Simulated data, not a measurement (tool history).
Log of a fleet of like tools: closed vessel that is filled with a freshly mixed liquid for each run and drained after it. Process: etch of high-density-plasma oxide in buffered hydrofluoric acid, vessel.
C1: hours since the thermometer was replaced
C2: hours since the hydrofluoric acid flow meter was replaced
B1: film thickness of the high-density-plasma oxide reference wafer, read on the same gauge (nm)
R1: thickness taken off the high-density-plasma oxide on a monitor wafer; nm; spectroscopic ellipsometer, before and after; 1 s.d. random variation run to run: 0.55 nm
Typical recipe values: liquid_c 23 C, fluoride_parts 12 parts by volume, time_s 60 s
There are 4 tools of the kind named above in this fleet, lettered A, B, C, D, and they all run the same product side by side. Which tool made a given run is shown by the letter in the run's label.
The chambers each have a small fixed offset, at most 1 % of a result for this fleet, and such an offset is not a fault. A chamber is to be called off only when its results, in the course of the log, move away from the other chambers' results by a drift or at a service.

{"hour": 2.2, "done": "chamber B: thermometer replaced"}
{"run": "1D", "hour": 12.3, "liquid_c": 23, "fluoride_parts": 12, "time_s": 60, "C1": 1019.3, "C2": 1257.7, "B1": 59.994, "R1": 58.395}
{"run": "2B", "hour": 21.9, "liquid_c": 23, "fluoride_parts": 12, "time_s": 60, "C1": 19.8, "C2": 1146.7, "B1": 59.988, "R1": 59.109}
{"run": "3A", "hour": 30.8, "liquid_c": 23, "fluoride_parts": 12, "time_s": 60, "C1": 934.9, "C2": 118, "B1": 60.021, "R1": 57.764}
{"run": "4C", "hour": 44.7, "liquid_c": 23, "fluoride_parts": 12, "time_s": 60, "C1": 623.9, "C2": 386.3, "B1": 60.001, "R1": 58.65}
{"run": "5B", "hour": 54.5, "liquid_c": 23, "fluoride_parts": 12, "time_s": 60, "C1": 52.4, "C2": 1179.3, "B1": 59.993, "R1": 59.042}
{"run": "6A", "hour": 67.4, "liquid_c": 23, "fluoride_parts": 12, "time_s": 60, "C1": 971.5, "C2": 154.6, "B1": 59.969, "R1": 59.051}
{"run": "7C", "hour": 74.9, "liquid_c": 23, "fluoride_parts": 12, "time_s": 60, "C1": 654.1, "C2": 416.5, "B1": 59.967, "R1": 58.393}
{"run": "8D", "hour": 86.5, "liquid_c": 23, "fluoride_parts": 12, "time_s": 60, "C1": 1093.5, "C2": 1331.9, "B1": 60.034, "R1": 59.247}
{"run": "9C", "hour": 98.9, "liquid_c": 23, "fluoride_parts": 12, "time_s": 60, "C1": 678.1, "C2": 440.5, "B1": 59.975, "R1": 58.26}
{"run": "10D", "hour": 110.6, "liquid_c": 20.5, "fluoride_parts": 8.5, "time_s": 60, "C1": 1117.6, "C2": 1356, "B1": 60.016, "R1": 68.463}
{"run": "11A", "hour": 116.8, "liquid_c": 20.5, "fluoride_parts": 8.5, "time_s": 60, "C1": 1020.9, "C2": 204, "B1": 59.982, "R1": 70.302}
{"run": "12B", "hour": 124.6, "liquid_c": 20.5, "fluoride_parts": 8.5, "time_s": 60, "C1": 122.5, "C2": 1249.4, "B1": 59.936, "R1": 70.668}
{"hour": 131.3, "done": "chamber D: hydrofluoric acid flow meter replaced"}
{"run": "13C", "hour": 135.5, "liquid_c": 20.5, "fluoride_parts": 8.5, "time_s": 60, "C1": 714.7, "C2": 477.1, "B1": 59.976, "R1": 68.786}
{"run": "14D", "hour": 149.3, "liquid_c": 23, "fluoride_parts": 12, "time_s": 60, "C1": 1156.3, "C2": 18.1, "B1": 59.973, "R1": 57.278}
{"run": "15A", "hour": 159.9, "liquid_c": 27, "fluoride_parts": 10, "time_s": 60, "C1": 1064, "C2": 247.1, "B1": 59.993, "R1": 87.021}
{"run": "16B", "hour": 171.7, "liquid_c": 27, "fluoride_parts": 10, "time_s": 60, "C1": 169.6, "C2": 1296.5, "B1": 59.993, "R1": 87.567}
{"run": "17B", "hour": 184.3, "liquid_c": 27, "fluoride_parts": 10, "time_s": 60, "C1": 182.2, "C2": 1309.1, "B1": 59.973, "R1": 86.776}
{"run": "18D", "hour": 190.8, "liquid_c": 27, "fluoride_parts": 10, "time_s": 60, "C1": 1197.8, "C2": 59.6, "B1": 59.965, "R1": 82.867}
{"run": "19C", "hour": 197.2, "liquid_c": 23, "fluoride_parts": 12, "time_s": 60, "C1": 776.4, "C2": 538.8, "B1": 60.008, "R1": 57.699}
{"run": "20A", "hour": 206.1, "liquid_c": 23, "fluoride_parts": 12, "time_s": 60, "C1": 1110.2, "C2": 293.3, "B1": 59.926, "R1": 58.52}
{"run": "21B", "hour": 213.9, "liquid_c": 23, "fluoride_parts": 12, "time_s": 60, "C1": 211.8, "C2": 1338.7, "B1": 59.942, "R1": 60.527}
{"run": "22C", "hour": 227.1, "liquid_c": 23, "fluoride_parts": 12, "time_s": 60, "C1": 806.3, "C2": 568.7, "B1": 59.958, "R1": 58.599}
{"run": "23D", "hour": 235.1, "liquid_c": 23, "fluoride_parts": 12, "time_s": 60, "C1": 1242.1, "C2": 103.9, "B1": 59.98, "R1": 55.114}
{"run": "24A", "hour": 248.8, "liquid_c": 23, "fluoride_parts": 12, "time_s": 60, "C1": 1152.9, "C2": 336, "B1": 59.946, "R1": 59.032}
{"run": "25D", "hour": 256.5, "liquid_c": 23, "fluoride_parts": 12, "time_s": 60, "C1": 1263.5, "C2": 125.3, "B1": 60.012, "R1": 54.767}
{"run": "26A", "hour": 269.5, "liquid_c": 19.5, "fluoride_parts": 14.5, "time_s": 60, "C1": 1173.6, "C2": 356.7, "B1": 60.012, "R1": 39.967}
{"run": "27C", "hour": 282.8, "liquid_c": 19.5, "fluoride_parts": 14.5, "time_s": 60, "C1": 862, "C2": 624.4, "B1": 60.021, "R1": 39.587}
{"run": "28B", "hour": 294.2, "liquid_c": 19.5, "fluoride_parts": 14.5, "time_s": 60, "C1": 292.1, "C2": 1419, "B1": 60.033, "R1": 40.392}
{"run": "29D", "hour": 303.9, "liquid_c": 19.5, "fluoride_parts": 14.5, "time_s": 60, "C1": 1310.9, "C2": 172.7, "B1": 59.993, "R1": 36.556}

Which is it: a chamber that has drifted or been left off by a service, a gauge drift common to all chambers, or only each chamber's usual small offset? If a chamber is off, name it and its likeliest cause.

Chamber D drifts away from the others.
Likeliest cause: liquid colder than its thermometer reads (K) = 1.95.

Chamber D could run next with any of the 4 candidate recipes listed below; each alters the usual settings, and their results appear as question marks. Which one brings its results back in line with what the other chambers deliver on the usual settings?
In line here means within this much of the mean the other chambers give on the usual settings: R1 1.9 nm
{"run": "30D-1", "hour": 313.8, "liquid_c": 27, "fluoride_parts": 12, "time_s": 60, "R1": "?"}
{"run": "30D-2", "hour": 313.8, "liquid_c": 23, "fluoride_parts": 12, "time_s": 55, "R1": "?"}
{"run": "30D-3", "hour": 313.8, "liquid_c": 25, "fluoride_parts": 12, "time_s": 60, "R1": "?"}
{"run": "30D-4", "hour": 313.8, "liquid_c": 22, "fluoride_parts": 14, "time_s": 60, "R1": "?"}

On the usual settings, the other chambers give on average: R1 58.828 nm
run=30D-1 R1=66.222
run=30D-2 R1=48.734
run=30D-3 R1=59.378
run=30D-4 R1=43.319
Change 30D-3 lands the chamber within the allowed miss of the other chambers.

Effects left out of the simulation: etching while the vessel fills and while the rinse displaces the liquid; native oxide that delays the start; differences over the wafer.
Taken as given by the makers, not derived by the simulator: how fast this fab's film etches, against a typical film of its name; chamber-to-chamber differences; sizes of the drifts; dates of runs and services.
